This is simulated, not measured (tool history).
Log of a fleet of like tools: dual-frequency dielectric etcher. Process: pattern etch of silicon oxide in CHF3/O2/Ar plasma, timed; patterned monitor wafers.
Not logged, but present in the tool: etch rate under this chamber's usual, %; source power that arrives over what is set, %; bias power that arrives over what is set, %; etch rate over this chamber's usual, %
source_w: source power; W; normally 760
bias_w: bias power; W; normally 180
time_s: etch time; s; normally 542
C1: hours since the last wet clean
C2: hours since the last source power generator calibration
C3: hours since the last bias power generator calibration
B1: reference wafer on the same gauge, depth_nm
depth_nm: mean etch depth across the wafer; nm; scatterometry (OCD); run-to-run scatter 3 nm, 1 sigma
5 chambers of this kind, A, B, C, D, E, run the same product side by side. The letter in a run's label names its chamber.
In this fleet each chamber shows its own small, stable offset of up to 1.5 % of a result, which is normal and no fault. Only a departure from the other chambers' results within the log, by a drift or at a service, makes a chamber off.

{"hour": 2.3, "done": "chamber A: wet clean of the chamber"}
{"run": "1B", "hour": 4.2, "source_w": 760, "bias_w": 180, "time_s": 542, "C1": 533.2, "C2": 598.0, "C3": 1086.8, "B1": 1310.2, "depth_nm": 1165.2}
{"run": "2D", "hour": 12.4, "source_w": 760, "bias_w": 180, "time_s": 542, "C1": 100.2, "C2": 1823.7, "C3": 2933.2, "B1": 1309.9, "depth_nm": 1166.7}
{"run": "3A", "hour": 18.0, "source_w": 760, "bias_w": 180, "time_s": 542, "C1": 15.7, "C2": 1712.2, "C3": 48.2, "B1": 1310.2, "depth_nm": 1171.0}
{"hour": 21.1, "done": "chamber B: wet clean of the chamber"}
{"run": "4E", "hour": 23.6, "source_w": 760, "bias_w": 180, "time_s": 542, "C1": 161.7, "C2": 1900.9, "C3": 1841.1, "B1": 1310.1, "depth_nm": 1164.6}
{"run": "5C", "hour": 28.2, "source_w": 760, "bias_w": 180, "time_s": 542, "C1": 315.8, "C2": 686.3, "C3": 2856.6, "B1": 1309.2, "depth_nm": 1161.5}
{"run": "6A", "hour": 33.8, "source_w": 760, "bias_w": 180, "time_s": 542, "C1": 31.5, "C2": 1728.0, "C3": 64.0, "B1": 1309.8, "depth_nm": 1180.7}
{"run": "7D", "hour": 39.9, "source_w": 600, "bias_w": 180, "time_s": 623, "C1": 127.7, "C2": 1851.2, "C3": 2960.7, "B1": 1308.9, "depth_nm": 1228.0}
{"run": "8B", "hour": 45.6, "source_w": 600, "bias_w": 180, "time_s": 623, "C1": 24.6, "C2": 639.4, "C3": 1128.2, "B1": 1310.1, "depth_nm": 1221.1}
{"run": "9C", "hour": 51.4, "source_w": 600, "bias_w": 180, "time_s": 623, "C1": 339.0, "C2": 709.5, "C3": 2879.8, "B1": 1310.4, "depth_nm": 1213.0}
{"run": "10E", "hour": 59.7, "source_w": 600, "bias_w": 180, "time_s": 623, "C1": 197.8, "C2": 1937.0, "C3": 1877.2, "B1": 1309.9, "depth_nm": 1221.9}
{"run": "11D", "hour": 66.7, "source_w": 600, "bias_w": 180, "time_s": 623, "C1": 154.5, "C2": 1878.0, "C3": 2987.5, "B1": 1310.2, "depth_nm": 1226.6}
{"run": "12E", "hour": 74.3, "source_w": 760, "bias_w": 180, "time_s": 542, "C1": 212.4, "C2": 1951.6, "C3": 1891.8, "B1": 1310.5, "depth_nm": 1166.3}
{"run": "13A", "hour": 80.2, "source_w": 760, "bias_w": 180, "time_s": 542, "C1": 77.9, "C2": 1774.4, "C3": 110.4, "B1": 1309.7, "depth_nm": 1179.1}
{"run": "14C", "hour": 88.3, "source_w": 760, "bias_w": 180, "time_s": 542, "C1": 375.9, "C2": 746.4, "C3": 2916.7, "B1": 1310.5, "depth_nm": 1160.5}
{"run": "15B", "hour": 93.4, "source_w": 760, "bias_w": 180, "time_s": 542, "C1": 72.4, "C2": 687.2, "C3": 1176.0, "B1": 1310.2, "depth_nm": 1168.1}
{"run": "16D", "hour": 101.7, "source_w": 760, "bias_w": 180, "time_s": 542, "C1": 189.5, "C2": 1913.0, "C3": 3022.5, "B1": 1310.6, "depth_nm": 1166.9}
{"run": "17A", "hour": 107.7, "source_w": 760, "bias_w": 218, "time_s": 542, "C1": 105.4, "C2": 1801.9, "C3": 137.9, "B1": 1310.6, "depth_nm": 1260.4}
{"run": "18B", "hour": 113.6, "source_w": 760, "bias_w": 218, "time_s": 542, "C1": 92.6, "C2": 707.4, "C3": 1196.2, "B1": 1310.3, "depth_nm": 1242.7}
{"run": "19E", "hour": 119.0, "source_w": 760, "bias_w": 218, "time_s": 542, "C1": 257.1, "C2": 1996.3, "C3": 1936.5, "B1": 1310.9, "depth_nm": 1241.5}
{"run": "20C", "hour": 127.3, "source_w": 760, "bias_w": 218, "time_s": 542, "C1": 414.9, "C2": 785.4, "C3": 2955.7, "B1": 1310.8, "depth_nm": 1236.2}
{"hour": 130.2, "done": "chamber E: source power generator calibrated"}
{"run": "21D", "hour": 134.6, "source_w": 760, "bias_w": 218, "time_s": 542, "C1": 222.4, "C2": 1945.9, "C3": 3055.4, "B1": 1309.6, "depth_nm": 1247.5}
{"run": "22A", "hour": 143.3, "source_w": 760, "bias_w": 157, "time_s": 477, "C1": 141.0, "C2": 1837.5, "C3": 173.5, "B1": 1309.1, "depth_nm": 990.6}
{"hour": 147.5, "done": "chamber C: wet clean of the chamber"}
{"run": "23B", "hour": 148.8, "source_w": 760, "bias_w": 157, "time_s": 477, "C1": 127.8, "C2": 742.6, "C3": 1231.4, "B1": 1310.0, "depth_nm": 979.77}
{"run": "24C", "hour": 157.6, "source_w": 760, "bias_w": 157, "time_s": 477, "C1": 10.2, "C2": 815.7, "C3": 2986.0, "B1": 1310.5, "depth_nm": 954.66}
{"run": "25E", "hour": 162.7, "source_w": 760, "bias_w": 157, "time_s": 477, "C1": 300.8, "C2": 32.6, "C3": 1980.2, "B1": 1310.2, "depth_nm": 986.15}
{"run": "26A", "hour": 166.6, "source_w": 760, "bias_w": 157, "time_s": 477, "C1": 164.3, "C2": 1860.8, "C3": 196.8, "B1": 1310.0, "depth_nm": 991.54}
{"run": "27D", "hour": 175.1, "source_w": 760, "bias_w": 180, "time_s": 542, "C1": 262.9, "C2": 1986.4, "C3": 3095.9, "B1": 1311.0, "depth_nm": 1174.3}
{"run": "28E", "hour": 182.3, "source_w": 760, "bias_w": 180, "time_s": 542, "C1": 320.4, "C2": 52.2, "C3": 1999.8, "B1": 1310.3, "depth_nm": 1164.2}
{"run": "29C", "hour": 186.8, "source_w": 760, "bias_w": 180, "time_s": 542, "C1": 39.4, "C2": 844.9, "C3": 3015.2, "B1": 1310.5, "depth_nm": 1130.6}
{"run": "30B", "hour": 191.7, "source_w": 760, "bias_w": 180, "time_s": 542, "C1": 170.7, "C2": 785.5, "C3": 1274.3, "B1": 1310.2, "depth_nm": 1161.6}
{"run": "31C", "hour": 199.7, "source_w": 760, "bias_w": 140, "time_s": 542, "C1": 52.3, "C2": 857.8, "C3": 3028.1, "B1": 1309.8, "depth_nm": 1046.1}
{"run": "32B", "hour": 206.6, "source_w": 760, "bias_w": 140, "time_s": 542, "C1": 185.6, "C2": 800.4, "C3": 1289.2, "B1": 1308.6, "depth_nm": 1069.1}
{"run": "33A", "hour": 214.9, "source_w": 760, "bias_w": 140, "time_s": 542, "C1": 212.6, "C2": 1909.1, "C3": 245.1, "B1": 1311.0, "depth_nm": 1084.4}
{"run": "34E", "hour": 220.9, "source_w": 760, "bias_w": 140, "time_s": 542, "C1": 359.0, "C2": 90.8, "C3": 2038.4, "B1": 1309.5, "depth_nm": 1071.2}
{"run": "35D", "hour": 226.7, "source_w": 760, "bias_w": 140, "time_s": 542, "C1": 314.5, "C2": 2038.0, "C3": 3147.5, "B1": 1309.3, "depth_nm": 1082.3}
{"run": "36C", "hour": 235.3, "source_w": 760, "bias_w": 180, "time_s": 542, "C1": 87.9, "C2": 893.4, "C3": 3063.7, "B1": 1310.3, "depth_nm": 1139.4}
{"run": "37D", "hour": 242.8, "source_w": 760, "bias_w": 180, "time_s": 542, "C1": 330.6, "C2": 2054.1, "C3": 3163.6, "B1": 1309.5, "depth_nm": 1171.2}

Has any chamber moved away from the others, gradually or after a service, or does the common gauge drift, or do the chambers differ only by their own small steady offsets? State the chamber and the most likely cause if one applies.

Chamber C came out of a service off from its peers and stayed that way.
Cause: etch rate under this chamber's usual, % = 2.15.

Here are 4 candidates for chamber C's next run, each the usual settings with a change, their results left as question marks. Which one brings its results back in line with what the others give on the usual settings?
Counts as in line when no further than this from what the other chambers average on the usual settings: depth_nm 11.00 nm
{"run": "38C-1", "hour": 249.1, "source_w": 790, "bias_w": 187, "time_s": 542.0, "depth_nm": "?"}
{"run": "38C-2", "hour": 249.1, "source_w": 760, "bias_w": 180, "time_s": 546.5, "depth_nm": "?"}
{"run": "38C-3", "hour": 249.1, "source_w": 750, "bias_w": 179, "time_s": 528.5, "depth_nm": "?"}
{"run": "38C-4", "hour": 249.1, "source_w": 760, "bias_w": 180, "time_s": 537.5, "depth_nm": "?"}

What the other chambers average on the usual settings: depth_nm 1169.10 nm
run=38C-1 depth_nm=1168.40
run=38C-2 depth_nm=1145.70
run=38C-3 depth_nm=1100.20
run=38C-4 depth_nm=1126.80
The answer is 38C-1, which returns the chamber to within the allowed miss of the others.
